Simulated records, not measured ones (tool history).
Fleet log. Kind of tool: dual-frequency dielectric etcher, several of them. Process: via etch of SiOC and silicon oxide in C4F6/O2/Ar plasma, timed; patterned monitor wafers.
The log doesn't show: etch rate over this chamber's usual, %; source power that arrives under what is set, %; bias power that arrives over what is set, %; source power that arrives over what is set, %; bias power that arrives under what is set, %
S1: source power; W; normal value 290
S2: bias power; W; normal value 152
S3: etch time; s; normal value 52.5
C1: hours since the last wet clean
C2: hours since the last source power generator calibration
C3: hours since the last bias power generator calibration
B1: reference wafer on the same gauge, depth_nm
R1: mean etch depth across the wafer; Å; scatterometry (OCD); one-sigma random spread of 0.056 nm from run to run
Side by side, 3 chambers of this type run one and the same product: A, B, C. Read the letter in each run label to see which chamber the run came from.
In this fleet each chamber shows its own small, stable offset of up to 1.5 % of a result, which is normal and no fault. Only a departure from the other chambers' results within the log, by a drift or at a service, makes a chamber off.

run,hour,S1,S2,S3,C1,C2,C3,B1,R1
1C,4.3,290,152,52.5,49,159.9,1040.1,51.784,496.45
2A,8.8,290,152,52.5,277.8,3306.8,1632.3,51.788,500.23
3B,13.8,290,152,52.5,319.2,1491.1,2169.2,51.781,498.91
4C,17.8,290,152,52.5,62.5,173.4,1053.6,51.765,496.88
5B,23.6,330,152,61,329,1500.9,2179,51.758,611.16
6A,29.6,330,152,61,298.6,3327.6,1653.1,51.749,612.94
7B,36,330,152,61,341.4,1513.3,2191.4,51.73,610.4
8C,39.9,290,152,52.5,84.6,195.5,1075.7,51.706,496.13
9A,43.4,360,152,45,312.4,3341.4,1666.9,51.701,467.09
10A,46.9,360,152,45,315.9,3344.9,1670.4,51.721,466.71
11C,52.7,360,152,45,97.4,208.3,1088.5,51.696,462.21
12B,59.9,290,152,52.5,365.3,1537.2,2215.3,51.683,499.26
13A,63,250,152,46,332,3361,1686.5,51.69,414.68
14C,67.9,250,152,46,112.6,223.5,1103.7,51.676,409.81
15B,74,250,152,46,379.4,1551.3,2229.4,51.674,412.26
16C,78.2,330,152,43.5,122.9,233.8,1114,51.649,431.79
17A,82.8,330,152,43.5,351.8,3380.8,1706.3,51.634,435.27
18B,87.9,330,152,43.5,393.3,1565.2,2243.3,51.63,435.02
19C,93.2,330,152,52.5,137.9,248.8,1129,51.645,521.36
20A,99.3,330,152,52.5,368.3,3397.3,1722.8,51.612,526.07
21B,103.8,330,152,52.5,409.2,1581.1,2259.2,51.613,523.58
22A,108.7,290,152,52.5,377.7,3406.7,1732.2,51.593,500.11
23C,115.7,290,152,52.5,160.4,271.3,1151.5,51.581,494.18
24B,119,290,152,52.5,424.4,1596.3,2274.4,51.574,498.09
25C,124.2,290,152,52.5,168.9,279.8,1160,51.566,494.29

The same settings go to every chamber for the next run, one line per chamber below. Forecast the results for each:
26A,129.5,350,152,52.5,,,,,?
26B,129.5,350,152,52.5,,,,,?
26C,129.5,350,152,52.5,,,,,?

run,R1
26A,537.44
26B,535.43
26C,532.04
